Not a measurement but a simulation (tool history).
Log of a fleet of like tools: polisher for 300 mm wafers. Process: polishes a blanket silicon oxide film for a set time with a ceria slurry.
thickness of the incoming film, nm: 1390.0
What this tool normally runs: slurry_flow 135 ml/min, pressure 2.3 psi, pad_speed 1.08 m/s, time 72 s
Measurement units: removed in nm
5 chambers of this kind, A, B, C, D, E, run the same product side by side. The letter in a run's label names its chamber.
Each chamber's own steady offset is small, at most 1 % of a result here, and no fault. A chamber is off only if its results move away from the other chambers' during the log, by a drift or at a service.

run 1E hour=7.6 | slurry_flow=135 pressure=2.3 pad_speed=1.08 time=72 | removed=227
run 2D hour=13.4 | slurry_flow=135 pressure=2.3 pad_speed=1.08 time=72 | removed=232.31
run 3C hour=23.5 | slurry_flow=135 pressure=2.3 pad_speed=1.08 time=72 | removed=235.96
run 4B hour=31.6 | slurry_flow=135 pressure=2.3 pad_speed=1.08 time=72 | removed=231.26
run 5A hour=38 | slurry_flow=135 pressure=2.3 pad_speed=1.08 time=72 | removed=234.25
-- hour=39.5 chamber E: worn pad replaced by a new one
run 6D hour=46.2 | slurry_flow=135 pressure=2.3 pad_speed=1.08 time=72 | removed=234.83
-- hour=53.6 chamber A: worn pad replaced by a new one
run 7C hour=56.2 | slurry_flow=135 pressure=2.3 pad_speed=0.82 time=81 | removed=197.28
run 8E hour=67.3 | slurry_flow=135 pressure=2.3 pad_speed=0.82 time=81 | removed=201.95
-- hour=69.8 chamber B: slurry nozzle cleaned
run 9B hour=72.8 | slurry_flow=135 pressure=2.3 pad_speed=0.82 time=81 | removed=197.53
run 10A hour=79.5 | slurry_flow=135 pressure=2.3 pad_speed=0.82 time=81 | removed=201.65
-- hour=87.9 chamber C: worn pad replaced by a new one
run 11A hour=88.7 | slurry_flow=135 pressure=2.3 pad_speed=0.82 time=81 | removed=199.24
run 12C hour=100.5 | slurry_flow=135 pressure=2.3 pad_speed=1.08 time=72 | removed=231.27
run 13E hour=109.7 | slurry_flow=135 pressure=2.7 pad_speed=1.08 time=72 | removed=272.27
-- hour=117 chamber A: head pressure recalibrated
-- hour=121.4 chamber A: worn pad replaced by a new one
run 14D hour=122 | slurry_flow=135 pressure=2.7 pad_speed=1.08 time=72 | removed=267.79
run 15B hour=129.6 | slurry_flow=135 pressure=2.7 pad_speed=1.08 time=72 | removed=268.61
-- hour=135.9 chamber B: worn pad replaced by a new one
run 16D hour=137.9 | slurry_flow=135 pressure=2.7 pad_speed=1.08 time=72 | removed=270.34
run 17A hour=147.4 | slurry_flow=135 pressure=2.7 pad_speed=1.08 time=72 | removed=265.27
run 18B hour=155.4 | slurry_flow=135 pressure=2.3 pad_speed=1.08 time=72 | removed=231.6
-- hour=158.3 chamber E: worn pad replaced by a new one
run 19C hour=167.2 | slurry_flow=135 pressure=2.3 pad_speed=1.08 time=72 | removed=231.75
run 20E hour=178 | slurry_flow=135 pressure=2.3 pad_speed=1.08 time=72 | removed=227.73
run 21A hour=186.1 | slurry_flow=135 pressure=2.3 pad_speed=1.08 time=72 | removed=232.03
-- hour=193.2 chamber C: worn pad replaced by a new one
run 22B hour=198.2 | slurry_flow=135 pressure=2.3 pad_speed=1.08 time=72 | removed=234.24
-- hour=208.3 chamber A: worn pad replaced by a new one
run 23E hour=209.3 | slurry_flow=135 pressure=2.3 pad_speed=1.08 time=72 | removed=231.96
run 24D hour=217.5 | slurry_flow=135 pressure=2.3 pad_speed=1.08 time=72 | removed=224.04
run 25C hour=228.1 | slurry_flow=135 pressure=2.3 pad_speed=1.08 time=72 | removed=229.05
run 26B hour=240.2 | slurry_flow=135 pressure=2.3 pad_speed=1.08 time=72 | removed=228.13
run 27C hour=250 | slurry_flow=135 pressure=2.3 pad_speed=1.08 time=72 | removed=229.31
run 28D hour=257.7 | slurry_flow=135 pressure=2.3 pad_speed=1.08 time=72 | removed=224.24
run 29E hour=266.5 | slurry_flow=135 pressure=2.3 pad_speed=0.86 time=72 | removed=183.26
run 30A hour=275.6 | slurry_flow=135 pressure=2.3 pad_speed=0.86 time=72 | removed=183.88
-- hour=281 chamber A: worn pad replaced by a new one
run 31A hour=281.1 | slurry_flow=135 pressure=2.3 pad_speed=0.86 time=72 | removed=187.45
run 32C hour=286.5 | slurry_flow=135 pressure=2.3 pad_speed=0.86 time=72 | removed=186.34

The same settings go to every chamber for the next run, one line per chamber below. Forecast the results for each:
run 33A hour=295.5 | slurry_flow=110 pressure=2.3 pad_speed=1.08 time=72 | removed=?
run 33B hour=295.5 | slurry_flow=110 pressure=2.3 pad_speed=1.08 time=72 | removed=?
run 33C hour=295.5 | slurry_flow=110 pressure=2.3 pad_speed=1.08 time=72 | removed=?
run 33D hour=295.5 | slurry_flow=110 pressure=2.3 pad_speed=1.08 time=72 | removed=?
run 33E hour=295.5 | slurry_flow=110 pressure=2.3 pad_speed=1.08 time=72 | removed=?

run=33A removed=221.11
run=33B removed=216.8
run=33C removed=222.44
run=33D removed=212.62
run=33E removed=217.42
